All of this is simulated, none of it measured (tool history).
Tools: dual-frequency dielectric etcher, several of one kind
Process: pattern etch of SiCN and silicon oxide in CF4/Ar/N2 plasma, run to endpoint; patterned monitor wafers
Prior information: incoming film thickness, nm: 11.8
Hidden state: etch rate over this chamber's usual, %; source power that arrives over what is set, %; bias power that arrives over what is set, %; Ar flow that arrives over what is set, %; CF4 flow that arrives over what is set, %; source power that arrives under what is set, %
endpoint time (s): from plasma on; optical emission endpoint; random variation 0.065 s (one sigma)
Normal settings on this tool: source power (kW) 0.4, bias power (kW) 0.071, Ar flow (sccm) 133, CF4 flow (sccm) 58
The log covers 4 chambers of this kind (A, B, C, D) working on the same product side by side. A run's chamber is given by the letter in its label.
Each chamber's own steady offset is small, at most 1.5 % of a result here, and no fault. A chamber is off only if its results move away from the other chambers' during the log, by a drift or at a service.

run,day,source power (kW),bias power (kW),Ar flow (sccm),CF4 flow (sccm),hours since the last wet clean,hours since the last source power generator calibration,hours since the last bias power generator calibration,hours since the last Ar flow controller change,hours since the last CF4 flow controller change,endpoint time (s)
1D,0.525,0.4,0.071,133,58,360.7,1170.3,3387.7,1808.8,4347.7,16.275
# day 0.546: chamber A: wet clean of the chamber
2B,0.858,0.4,0.071,133,58,224.8,923.6,1957.7,1009.9,4825.8,16.429
3A,1.312,0.4,0.071,133,58,18.5,668.1,2571.8,1025.5,2536.1,16.555
4C,1.783,0.4,0.071,133,58,127.8,592.6,3055,357.5,986.9,16.638
5D,2.083,0.4,0.071,133,58,398.1,1207.7,3425.1,1846.2,4385.1,16.284
6B,2.412,0.4,0.071,133,58,262.1,960.9,1995,1047.2,4863.1,16.364
7A,3.008,0.4,0.071,133,58,59.2,708.8,2612.5,1066.2,2576.8,16.56
8C,3.383,0.4,0.071,133,58,166.2,631,3093.4,395.9,1025.3,16.571
9B,3.729,0.4,0.071,133,58,293.7,992.5,2026.6,1078.8,4894.7,16.424
10A,4.067,0.4,0.071,133,58,84.6,734.2,2637.9,1091.6,2602.2,16.661
11D,4.608,0.45,0.071,133,58,458.7,1268.3,3485.7,1906.8,4445.7,14.655
12C,4.917,0.45,0.071,133,58,203,667.8,3130.2,432.7,1062.1,14.979
# day 5: chamber B: CF4 flow controller replaced
13D,5.488,0.45,0.071,133,58,479.8,1289.4,3506.8,1927.9,4466.8,14.627
14C,5.846,0.45,0.071,133,58,225.3,690.1,3152.5,455,1084.4,14.887
15B,6.246,0.4,0.071,133,58,354.1,1052.9,2087,1139.2,30,16.361
16A,6.621,0.4,0.071,133,58,145.9,795.5,2699.2,1152.9,2663.5,16.548
17C,7.154,0.4,0.071,133,58,256.7,721.5,3183.9,486.4,1115.8,16.54
18A,7.696,0.4,0.071,133,58,171.7,821.3,2725,1178.7,2689.3,16.558
19B,8,0.4,0.071,133,68,396.2,1095,2129.1,1181.3,72.1,16.019
# day 8.154: chamber A: CF4 flow controller replaced
20D,8.442,0.4,0.071,133,68,550.7,1360.3,3577.7,1998.8,4537.7,15.785
21A,8.967,0.4,0.071,133,68,202.2,851.8,2755.5,1209.2,19.6,16.294
# day 9.288: chamber D: wet clean of the chamber
22C,9.446,0.4,0.071,133,68,311.7,776.5,3238.9,541.4,1170.8,16.09
23D,9.867,0.4,0.071,133,58,13.9,1394.5,3611.9,2033,4571.9,16.293
24B,10.475,0.4,0.071,133,58,455.6,1154.4,2188.5,1240.7,131.5,16.402
25B,11.038,0.4,0.071,133,58,469.1,1167.9,2202,1254.2,145,16.494
26D,11.321,0.4,0.071,133,58,48.8,1429.4,3646.8,2067.9,4606.8,16.135
27C,11.762,0.4,0.071,133,58,367.3,832.1,3294.5,597,1226.4,16.614
28A,12.396,0.4,0.071,133,58,284.5,934.1,2837.8,1291.5,101.9,16.731
# day 12.679: chamber C: wet clean of the chamber
29B,12.75,0.4,0.071,133,58,510.2,1209,2243.1,1295.3,186.1,16.454
30A,13.308,0.4,0.071,133,58,306.4,956,2859.7,1313.4,123.8,16.625
31C,13.692,0.4,0.071,133,58,24.4,878.4,3340.8,643.3,1272.7,16.504
# day 13.962: chamber B: wet clean of the chamber
# day 14.008: chamber D: CF4 flow controller replaced
32D,14.133,0.4,0.071,133,58,116.3,1496.9,3714.3,2135.4,3,16.259
33A,14.75,0.4,0.071,133,58,341,990.6,2894.3,1348,158.4,16.771
34C,15.117,0.4,0.055,133,53,58.6,912.6,3375,677.5,1306.9,18.399
35B,15.4,0.4,0.055,133,53,34.5,1272.6,2306.7,1358.9,249.7,18.282

Decide between three cases: one chamber stands off from its peers, the gauge reading all wafers drifts, or nothing is wrong past each chamber's small offset. Where a chamber is off, say which and what most likely put it there.

All chambers stay in line apart from their small fixed offsets, and the gauge does not drift.

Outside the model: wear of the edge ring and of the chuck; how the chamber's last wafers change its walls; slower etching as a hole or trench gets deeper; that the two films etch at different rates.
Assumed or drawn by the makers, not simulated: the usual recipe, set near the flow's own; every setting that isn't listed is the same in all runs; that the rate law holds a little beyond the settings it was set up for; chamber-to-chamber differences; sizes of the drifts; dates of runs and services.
